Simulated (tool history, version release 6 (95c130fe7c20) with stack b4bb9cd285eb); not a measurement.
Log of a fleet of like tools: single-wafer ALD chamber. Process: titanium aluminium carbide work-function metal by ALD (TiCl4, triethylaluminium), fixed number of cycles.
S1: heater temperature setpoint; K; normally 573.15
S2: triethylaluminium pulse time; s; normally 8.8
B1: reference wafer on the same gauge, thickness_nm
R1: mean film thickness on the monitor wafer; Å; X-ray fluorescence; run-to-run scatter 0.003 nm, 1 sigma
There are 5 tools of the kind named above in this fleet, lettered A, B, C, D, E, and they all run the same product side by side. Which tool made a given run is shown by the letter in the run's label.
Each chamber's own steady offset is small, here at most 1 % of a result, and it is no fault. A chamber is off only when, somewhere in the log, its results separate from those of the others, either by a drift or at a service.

run 1D day=0.446 | S1=573.15 S2=8.8 | B1=1.7809 | R1=19.644
run 2B day=0.8 | S1=573.15 S2=8.8 | B1=1.7802 | R1=19.527
run 3C day=1.046 | S1=573.15 S2=8.8 | B1=1.7812 | R1=19.687
run 4E day=1.412 | S1=573.15 S2=8.8 | B1=1.7811 | R1=19.734
run 5A day=1.75 | S1=573.15 S2=8.8 | B1=1.7805 | R1=19.789
run 6D day=2.108 | S1=573.15 S2=8.8 | B1=1.7812 | R1=19.682
run 7C day=2.458 | S1=573.15 S2=8.8 | B1=1.7812 | R1=19.766
run 8A day=2.904 | S1=573.15 S2=8.8 | B1=1.7827 | R1=19.828
run 9B day=3.238 | S1=573.15 S2=8.8 | B1=1.782 | R1=19.544
run 10E day=3.675 | S1=573.15 S2=8.8 | B1=1.783 | R1=19.726
run 11B day=4.112 | S1=573.15 S2=8.8 | B1=1.7828 | R1=19.57
run 12D day=4.521 | S1=573.15 S2=6.92 | B1=1.7836 | R1=18.799
run 13C day=4.967 | S1=573.15 S2=6.92 | B1=1.783 | R1=18.865
run 14A day=5.35 | S1=573.15 S2=6.92 | B1=1.7837 | R1=18.862
run 15E day=5.742 | S1=573.15 S2=6.92 | B1=1.7844 | R1=18.879
run 16B day=5.967 | S1=573.15 S2=6.92 | B1=1.7839 | R1=18.717
run 17C day=6.296 | S1=573.15 S2=8.8 | B1=1.7842 | R1=19.716
run 18D day=6.55 | S1=573.15 S2=8.8 | B1=1.7839 | R1=19.732
run 19A day=6.967 | S1=573.15 S2=11.91 | B1=1.7843 | R1=20.488
run 20E day=7.221 | S1=573.15 S2=11.91 | B1=1.7852 | R1=20.457
run 21A day=7.633 | S1=573.15 S2=11.91 | B1=1.7853 | R1=20.508
run 22D day=7.883 | S1=573.15 S2=11.91 | B1=1.7854 | R1=20.34
run 23C day=8.2 | S1=573.15 S2=11.91 | B1=1.785 | R1=20.466
run 24E day=8.529 | S1=573.15 S2=8.8 | B1=1.7862 | R1=19.77
run 25B day=8.796 | S1=573.15 S2=8.8 | B1=1.7861 | R1=19.622
run 26C day=9.067 | S1=573.15 S2=8.8 | B1=1.7863 | R1=19.767
run 27B day=9.438 | S1=573.15 S2=8.8 | B1=1.7867 | R1=19.592
run 28A day=9.842 | S1=573.15 S2=8.8 | B1=1.787 | R1=19.855
-- day=9.958 chamber C: triethylaluminium bottle replaced
run 29D day=10.075 | S1=573.15 S2=8.8 | B1=1.787 | R1=19.778
run 30E day=10.5 | S1=573.15 S2=8.8 | B1=1.7872 | R1=19.779
run 31E day=10.758 | S1=573.15 S2=8.8 | B1=1.7874 | R1=19.846
-- day=10.996 chamber A: triethylaluminium bottle replaced
run 32C day=11.2 | S1=573.15 S2=8.8 | B1=1.788 | R1=19.79
run 33B day=11.508 | S1=573.15 S2=8.8 | B1=1.7884 | R1=19.657
run 34A day=11.888 | S1=573.15 S2=8.8 | B1=1.7885 | R1=19.79
run 35D day=12.121 | S1=573.15 S2=8.8 | B1=1.7899 | R1=19.723
run 36D day=12.525 | S1=573.15 S2=8.8 | B1=1.7892 | R1=19.694
run 37E day=12.925 | S1=573.15 S2=8.8 | B1=1.7892 | R1=19.793
run 38C day=13.167 | S1=573.15 S2=8.8 | B1=1.789 | R1=19.78
run 39B day=13.554 | S1=573.15 S2=8.8 | B1=1.79 | R1=19.667
run 40A day=13.783 | S1=573.15 S2=8.8 | B1=1.7899 | R1=19.848
run 41C day=14.104 | S1=573.15 S2=8.8 | B1=1.7907 | R1=19.788
run 42B day=14.383 | S1=573.15 S2=8.8 | B1=1.7913 | R1=19.637
run 43A day=14.783 | S1=573.15 S2=8.8 | B1=1.7909 | R1=19.886
run 44D day=15.229 | S1=573.15 S2=8.8 | B1=1.7915 | R1=19.796

Is one chamber out of step, is the gauge drifting, or do the chambers differ by no more than their own small offsets? For an off chamber, give its letter and the likeliest cause.

It is the gauge, not a chamber: its drift shows up in every chamber's results at once, and no chamber is off.
Likeliest cause: gauge reads high (%) = 0.627.

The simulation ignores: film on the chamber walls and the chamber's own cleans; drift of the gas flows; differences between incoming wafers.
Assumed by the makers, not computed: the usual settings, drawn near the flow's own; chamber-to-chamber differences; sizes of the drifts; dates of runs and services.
